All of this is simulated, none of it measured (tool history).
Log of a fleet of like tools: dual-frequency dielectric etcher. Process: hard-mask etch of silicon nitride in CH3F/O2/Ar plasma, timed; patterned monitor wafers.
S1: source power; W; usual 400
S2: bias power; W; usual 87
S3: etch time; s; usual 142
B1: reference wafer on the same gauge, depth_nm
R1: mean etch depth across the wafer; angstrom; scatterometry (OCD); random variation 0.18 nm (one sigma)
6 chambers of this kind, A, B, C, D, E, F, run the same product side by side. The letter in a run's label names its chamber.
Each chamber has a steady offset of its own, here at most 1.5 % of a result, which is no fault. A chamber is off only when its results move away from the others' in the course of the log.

| run | hour | S1 | S2 | S3 | B1 | R1 |
|---|---|---|---|---|---|---|
| 1E | 8 | 400 | 87 | 142 | 110.99 | 1064.3 |
| 2A | 15 | 400 | 87 | 142 | 110.98 | 1060.8 |
| 3F | 20.6 | 400 | 87 | 142 | 110.95 | 1061.9 |
| 4D | 28.5 | 400 | 87 | 142 | 110.91 | 1075.6 |
| 5C | 37.5 | 400 | 87 | 142 | 110.9 | 1055.9 |
|  | 42.5 | chamber D: bias power generator calibrated |
| 6B | 44.5 | 400 | 107 | 123.5 | 110.88 | 991.51 |
| 7A | 51.8 | 400 | 107 | 123.5 | 110.85 | 993.99 |
| 8E | 56.6 | 400 | 107 | 123.5 | 110.83 | 999.12 |
| 9B | 61.6 | 400 | 107 | 123.5 | 110.82 | 991.94 |
| 10D | 70.5 | 400 | 107 | 123.5 | 110.78 | 1012.8 |
| 11C | 77.8 | 400 | 107 | 123.5 | 110.79 | 985.11 |
| 12F | 84.7 | 400 | 87 | 142 | 110.79 | 1056.4 |
| 13B | 90.5 | 400 | 87 | 142 | 110.78 | 1060.3 |
| 14C | 100.3 | 400 | 109 | 142 | 110.67 | 1141 |
| 15D | 104.7 | 400 | 109 | 142 | 110.74 | 1165.5 |
|  | 112 | chamber C: wet clean of the chamber |
| 16A | 112.5 | 400 | 109 | 142 | 110.72 | 1149.5 |
| 17F | 121.6 | 400 | 109 | 142 | 110.68 | 1147.1 |
| 18E | 126.3 | 400 | 109 | 142 | 110.66 | 1153.2 |
| 19D | 135.4 | 400 | 109 | 142 | 110.58 | 1168.2 |
| 20B | 143.7 | 400 | 87 | 142 | 110.59 | 1061.3 |
| 21F | 153.6 | 400 | 94 | 142 | 110.6 | 1088 |
| 22A | 163.5 | 400 | 94 | 142 | 110.55 | 1088.4 |
| 23E | 171.5 | 400 | 94 | 142 | 110.5 | 1092.1 |
| 24C | 181.1 | 400 | 94 | 142 | 110.5 | 1077.2 |
| 25F | 186.1 | 400 | 94 | 142 | 110.5 | 1088.8 |
| 26A | 195.2 | 400 | 94 | 142 | 110.43 | 1086.8 |
| 27B | 203.2 | 400 | 87 | 142 | 110.45 | 1054.5 |
| 28D | 207.6 | 400 | 87 | 142 | 110.47 | 1072.3 |
|  | 212.9 | chamber E: source power generator calibrated |
| 29C | 215.7 | 400 | 87 | 142 | 110.42 | 1049.3 |
| 30E | 223.9 | 400 | 87 | 142 | 110.35 | 1059.8 |
| 31C | 229.4 | 400 | 87 | 142 | 110.33 | 1046.5 |
| 32F | 235 | 400 | 87 | 142 | 110.43 | 1054.4 |
| 33A | 241.4 | 400 | 87 | 142 | 110.31 | 1056.6 |
|  | 244.2 | chamber E: wet clean of the chamber |
| 34E | 249.7 | 400 | 87 | 142 | 110.32 | 1062.6 |
| 35B | 256.3 | 400 | 87 | 142 | 110.3 | 1057.6 |
| 36D | 261.8 | 400 | 87 | 142 | 110.3 | 1071 |
| 37E | 267.7 | 400 | 87 | 142 | 110.27 | 1058 |
| 38D | 274.9 | 400 | 87 | 142 | 110.31 | 1070.8 |

What goes on in this fleet: one chamber off, a drifting gauge, or nothing beyond the chambers' own small offsets? Name the chamber and the cause, if any.

The gauge drifts, so all chambers seem to drift together. No chamber is off.
Cause: gauge reads low (%) = 0.691.
